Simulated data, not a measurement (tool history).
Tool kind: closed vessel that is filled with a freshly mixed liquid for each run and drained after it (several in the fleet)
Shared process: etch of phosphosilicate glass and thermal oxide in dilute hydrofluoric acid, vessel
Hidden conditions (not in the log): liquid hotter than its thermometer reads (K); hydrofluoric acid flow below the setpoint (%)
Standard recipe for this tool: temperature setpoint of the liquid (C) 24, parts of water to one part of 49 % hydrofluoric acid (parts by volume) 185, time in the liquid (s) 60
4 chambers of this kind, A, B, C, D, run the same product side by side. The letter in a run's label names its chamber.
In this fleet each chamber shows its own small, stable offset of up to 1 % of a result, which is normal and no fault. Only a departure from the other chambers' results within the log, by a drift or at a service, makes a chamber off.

run,hour,temperature setpoint of the liquid (C),parts of water to one part of 49 % hydrofluoric acid (parts by volume),time in the liquid (s),hours since the thermometer was replaced,hours since the hydrofluoric acid flow meter was replaced,"read-back film thickness of the phosphosilicate glass reference wafer, read on the same gauge (nm)","read-back film thickness of the thermal oxide reference wafer, read on the same gauge (nm)",thickness taken off the phosphosilicate glass on a monitor wafer (Å),thickness taken off the thermal oxide on a monitor wafer (Å)
1C,8.3,24,185,60,203.0,474.9,149.98,89.974,300.25,13.8260
2B,18.0,24,185,60,988.2,242.6,150.00,89.995,301.16,13.7990
3A,29.8,24,185,60,1861.3,449.4,149.94,90.025,300.47,14.2840
4D,43.7,24,185,60,267.3,621.3,150.02,90.024,300.15,13.8240
5B,56.4,24,185,60,1026.6,281.0,150.04,90.006,296.53,13.6180
6D,64.9,24,185,60,288.5,642.5,150.00,89.995,300.95,13.7450
7A,76.0,24,185,60,1907.5,495.6,150.03,90.006,302.08,13.6550
8C,84.4,24,185,60,279.1,551.0,150.00,89.992,298.94,13.5440
9D,99.8,24,185,60,323.4,677.4,149.94,89.989,299.41,13.5920
10C,110.3,24,185,60,305.0,576.9,150.00,90.009,300.33,13.8240
11B,119.6,24,185,60,1089.8,344.2,149.98,89.988,297.37,13.7760
12A,128.3,24,120,60,1959.8,547.9,150.00,89.998,503.56,22.8490
13B,140.2,24,120,60,1110.4,364.8,150.07,89.997,496.55,22.5890
14A,153.9,24,120,60,1985.4,573.5,149.98,90.001,498.88,22.6150
15D,162.5,24,120,60,386.1,740.1,150.02,90.001,490.85,22.5490
16C,170.1,24,185,60,364.8,636.7,149.96,90.004,299.93,13.9970
17B,180.1,24,185,60,1150.3,404.7,149.97,89.986,298.71,14.0390
18D,195.0,24,185,60,418.6,772.6,150.01,89.990,299.47,13.9890
19C,206.7,24,185,60,401.4,673.3,149.99,90.000,296.57,14.2240
20A,216.4,24,185,35,2047.9,636.0,150.02,89.996,178.79,8.0299
21C,224.8,24,185,35,419.5,691.4,149.98,90.007,175.79,8.1905
22A,234.6,24,185,35,2066.1,654.2,149.98,90.012,176.70,8.0629
23B,242.5,24,185,35,1212.7,467.1,149.95,90.017,175.60,7.9038
24D,253.7,24,185,60,477.3,831.3,149.95,90.005,297.43,13.7310
25D,261.2,24,185,60,484.8,838.8,149.99,89.991,296.66,13.7180
26B,269.7,28,185,80,1239.9,494.3,150.04,89.983,464.24,20.7160
27C,282.2,28,185,80,476.9,748.8,150.02,89.995,462.50,21.8870
28A,294.9,28,185,80,2126.4,714.5,149.98,90.006,468.60,21.7910
29D,305.1,28,185,80,528.7,882.7,150.00,89.972,460.38,21.4570
30A,314.7,24,260,45,2146.2,734.3,150.03,89.999,147.58,6.7758
31C,329.4,24,260,45,524.1,796.0,150.03,90.000,149.35,6.9341
32B,344.2,24,260,45,1314.4,568.8,149.99,89.979,147.16,6.8179
33A,359.5,24,260,45,2191.0,779.1,149.99,90.000,147.82,6.8385

Is one chamber out of step, is the gauge drifting, or do the chambers differ by no more than their own small offsets? For an off chamber, give its letter and the likeliest cause.

No chamber is off and the gauge is stable; the differences are just each chamber's small, constant offset.
